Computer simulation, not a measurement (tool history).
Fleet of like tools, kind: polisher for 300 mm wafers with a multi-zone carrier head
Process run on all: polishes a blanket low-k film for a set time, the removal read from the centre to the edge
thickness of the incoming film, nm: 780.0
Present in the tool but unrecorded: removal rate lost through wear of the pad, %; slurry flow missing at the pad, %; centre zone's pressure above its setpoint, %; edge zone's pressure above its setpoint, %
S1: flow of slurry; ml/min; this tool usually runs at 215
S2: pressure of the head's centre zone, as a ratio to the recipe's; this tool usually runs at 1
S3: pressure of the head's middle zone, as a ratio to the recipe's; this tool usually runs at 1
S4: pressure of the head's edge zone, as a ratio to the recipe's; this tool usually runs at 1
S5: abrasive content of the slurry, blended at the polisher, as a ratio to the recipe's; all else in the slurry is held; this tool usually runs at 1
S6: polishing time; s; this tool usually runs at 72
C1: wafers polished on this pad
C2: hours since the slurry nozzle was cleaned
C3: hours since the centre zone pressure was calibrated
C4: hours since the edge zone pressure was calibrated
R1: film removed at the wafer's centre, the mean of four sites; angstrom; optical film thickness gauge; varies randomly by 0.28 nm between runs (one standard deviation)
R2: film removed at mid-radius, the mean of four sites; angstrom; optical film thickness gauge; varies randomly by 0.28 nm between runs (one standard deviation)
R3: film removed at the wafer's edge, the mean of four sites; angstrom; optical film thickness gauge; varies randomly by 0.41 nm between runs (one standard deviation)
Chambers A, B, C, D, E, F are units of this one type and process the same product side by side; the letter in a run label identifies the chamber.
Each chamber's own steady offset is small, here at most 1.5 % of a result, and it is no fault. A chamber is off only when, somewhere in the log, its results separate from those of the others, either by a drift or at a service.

| run | hour | S1 | S2 | S3 | S4 | S5 | S6 | C1 | C2 | C3 | C4 | R1 | R2 | R3 |
|---|---|---|---|---|---|---|---|---|---|---|---|---|---|---|
| 1E | 9.3 | 215 | 1 | 1 | 1 | 1 | 72 | 567 | 168.3 | 617.6 | 458.2 | 321.88 | 320.24 | 331.69 |
|  | 11.7 | chamber A: edge zone pressure recalibrated |
|  | 19.4 | chamber F: edge zone pressure recalibrated |
| 2D | 19.7 | 215 | 1 | 1 | 1 | 1 | 72 | 473 | 391.5 | 315.2 | 245.3 | 313 | 319.65 | 315.89 |
| 3B | 33 | 215 | 1 | 1 | 1 | 1 | 72 | 679 | 548.7 | 437.1 | 516.7 | 314.22 | 317.86 | 327.2 |
| 4C | 40.6 | 215 | 1 | 1 | 1 | 1 | 72 | 1286 | 119.2 | 208.6 | 366.2 | 319.05 | 320.35 | 313.01 |
|  | 41.3 | chamber B: slurry nozzle cleaned |
| 5A | 52.1 | 215 | 1 | 1 | 1 | 1 | 72 | 993 | 113.3 | 335.3 | 40.4 | 311.45 | 318.87 | 323.05 |
| 6F | 59.7 | 215 | 1 | 1 | 1 | 1 | 72 | 762 | 351.8 | 775.4 | 40.3 | 322.27 | 319.27 | 314.93 |
|  | 60.2 | chamber F: centre zone pressure recalibrated |
| 7E | 73.2 | 215 | 1 | 1 | 1 | 1 | 72 | 977 | 232.2 | 681.5 | 522.1 | 317.66 | 326.54 | 313.88 |
|  | 74.8 | chamber F: worn pad replaced by a new one |
|  | 85 | chamber C: worn pad replaced by a new one |
| 8F | 85.5 | 215 | 1 | 0.95 | 1 | 1 | 72 | 68 | 377.6 | 25.4 | 66.1 | 317.86 | 299.89 | 318.85 |
| 9C | 99.1 | 215 | 1 | 0.95 | 1 | 1 | 72 | 90 | 177.7 | 267.1 | 424.7 | 317.53 | 304.98 | 322.06 |
|  | 103.9 | chamber A: worn pad replaced by a new one |
|  | 105.4 | chamber E: worn pad replaced by a new one |
| 10A | 109.6 | 215 | 1 | 0.95 | 1 | 1 | 72 | 36 | 170.8 | 392.8 | 97.9 | 316.75 | 301.41 | 317.64 |
| 11B | 119 | 215 | 1 | 0.95 | 1 | 1 | 72 | 1229 | 77.7 | 523.1 | 602.7 | 318 | 301.59 | 316.5 |
| 12D | 130.6 | 215 | 1 | 0.95 | 1 | 1 | 72 | 1183 | 502.4 | 426.1 | 356.2 | 311.69 | 300.39 | 312.7 |
| 13B | 142.7 | 215 | 1 | 0.95 | 1 | 1 | 72 | 1381 | 101.4 | 546.8 | 626.4 | 323.71 | 301.25 | 314.32 |
| 14C | 150.9 | 215 | 1 | 1 | 0.95 | 0.8 | 72 | 422 | 229.5 | 318.9 | 476.5 | 289.56 | 284.65 | 288.88 |
|  | 159.9 | chamber B: worn pad replaced by a new one |
| 15A | 161.7 | 215 | 1 | 1 | 0.95 | 0.8 | 72 | 370 | 222.9 | 444.9 | 150 | 282.97 | 282.26 | 277.67 |
| 16F | 172.1 | 215 | 1 | 1 | 0.95 | 0.8 | 72 | 623 | 464.2 | 112 | 152.7 | 289.49 | 281.1 | 279.4 |
|  | 175.4 | chamber E: edge zone pressure recalibrated |
|  | 175.8 | chamber D: worn pad replaced by a new one |
|  | 179.8 | chamber F: worn pad replaced by a new one |
| 17E | 183.7 | 215 | 1 | 1 | 0.95 | 0.8 | 72 | 501 | 342.7 | 792 | 8.4 | 288.66 | 288.24 | 281.67 |
|  | 188.4 | chamber B: centre zone pressure recalibrated |
|  | 191.2 | chamber D: edge zone pressure recalibrated |
| 18D | 192.1 | 215 | 1 | 1 | 0.95 | 0.8 | 72 | 104 | 563.9 | 487.6 | 0.9 | 275.94 | 278.27 | 271.08 |
| 19C | 206.3 | 215 | 1 | 1 | 0.95 | 0.8 | 72 | 776 | 284.9 | 374.3 | 531.9 | 291.89 | 285.53 | 281.5 |
| 20E | 219.6 | 215 | 1 | 1 | 1 | 1 | 72 | 731 | 378.6 | 827.9 | 44.3 | 315.64 | 322.02 | 324.27 |
|  | 227.5 | chamber A: slurry nozzle cleaned |
| 21F | 234.4 | 215 | 1 | 1 | 1 | 1 | 72 | 349 | 526.5 | 174.3 | 215 | 314.88 | 317.92 | 312.77 |
| 22A | 241.6 | 215 | 1.07 | 1 | 1 | 1.1 | 72 | 881 | 14.2 | 524.8 | 229.9 | 349.83 | 329.21 | 330.75 |
| 23D | 251.9 | 215 | 1.07 | 1 | 1 | 1.1 | 72 | 487 | 623.7 | 547.4 | 60.7 | 341.94 | 321.47 | 318.5 |
|  | 258.9 | chamber E: worn pad replaced by a new one |
| 24B | 266.5 | 215 | 1.07 | 1 | 1 | 1.1 | 72 | 682 | 225.2 | 78.1 | 750.2 | 361.93 | 334.43 | 329.97 |
| 25C | 274.6 | 215 | 1.07 | 1 | 1 | 1.1 | 72 | 1213 | 353.2 | 442.6 | 600.2 | 360.11 | 333.52 | 332.12 |
|  | 287.3 | chamber F: worn pad replaced by a new one |
| 26E | 288.4 | 215 | 1.07 | 1 | 1 | 1.1 | 72 | 188 | 447.4 | 896.7 | 113.1 | 365.26 | 329.29 | 334.3 |
| 27A | 297.4 | 215 | 1.07 | 1 | 1 | 1.1 | 72 | 1239 | 70 | 580.6 | 285.7 | 353.02 | 327.93 | 329.92 |
|  | 303.2 | chamber C: edge zone pressure recalibrated |
|  | 304.2 | chamber C: worn pad replaced by a new one |
| 28F | 306.2 | 215 | 1 | 1 | 1 | 1 | 72 | 121 | 598.3 | 246.1 | 286.8 | 317.61 | 320.55 | 314.29 |
| 29B | 317.8 | 215 | 1.05 | 1 | 1 | 1 | 72 | 1010 | 276.5 | 129.4 | 801.5 | 331.03 | 310.32 | 320.47 |
|  | 318.3 | chamber A: worn pad replaced by a new one |
| 30D | 332.5 | 215 | 1.05 | 1 | 1 | 1 | 72 | 1003 | 704.3 | 628 | 141.3 | 309.29 | 302.89 | 306.78 |
| 31E | 347.2 | 215 | 1.05 | 1 | 1 | 1 | 72 | 565 | 506.2 | 955.5 | 171.9 | 333.81 | 315.75 | 327.22 |
|  | 350.9 | chamber F: slurry nozzle cleaned |
| 32C | 356 | 215 | 1.05 | 1 | 1 | 1 | 72 | 332 | 434.6 | 524 | 52.9 | 333.25 | 314.92 | 315.79 |
| 33B | 364.7 | 215 | 1.05 | 1 | 1 | 1 | 72 | 1311 | 323.4 | 176.3 | 848.4 | 330.77 | 322.91 | 319.33 |
| 34F | 376.7 | 215 | 1.05 | 1 | 1 | 1 | 72 | 572 | 25.9 | 316.6 | 357.3 | 333.94 | 313.72 | 310.3 |
| 35D | 388.3 | 215 | 1 | 1 | 1 | 1 | 72 | 1360 | 760.1 | 683.8 | 197.1 | 287.93 | 295.18 | 301.24 |
| 36A | 396.6 | 215 | 1 | 1 | 1 | 1 | 72 | 501 | 169.2 | 679.8 | 384.9 | 312.07 | 314.27 | 313.26 |

The same settings go to every chamber for the next run, one line per chamber below. Forecast the results for each:
| 37A | 407.3 | 215 | 1 | 1 | 1.06 | 1 | 72 |  |  |  |  | ? | ? | ? |
| 37B | 407.3 | 215 | 1 | 1 | 1.06 | 1 | 72 |  |  |  |  | ? | ? | ? |
| 37C | 407.3 | 215 | 1 | 1 | 1.06 | 1 | 72 |  |  |  |  | ? | ? | ? |
| 37D | 407.3 | 215 | 1 | 1 | 1.06 | 1 | 72 |  |  |  |  | ? | ? | ? |
| 37E | 407.3 | 215 | 1 | 1 | 1.06 | 1 | 72 |  |  |  |  | ? | ? | ? |
| 37F | 407.3 | 215 | 1 | 1 | 1.06 | 1 | 72 |  |  |  |  | ? | ? | ? |

| run | R1 | R2 | R3 |
|---|---|---|---|
| 37A | 316.67 | 316.69 | 328.77 |
| 37B | 317.09 | 320.22 | 337.49 |
| 37C | 320.76 | 319.15 | 331.68 |
| 37D | 291.49 | 291.75 | 312.05 |
| 37E | 317.54 | 323.25 | 330.8 |
| 37F | 315.33 | 315.78 | 328.48 |

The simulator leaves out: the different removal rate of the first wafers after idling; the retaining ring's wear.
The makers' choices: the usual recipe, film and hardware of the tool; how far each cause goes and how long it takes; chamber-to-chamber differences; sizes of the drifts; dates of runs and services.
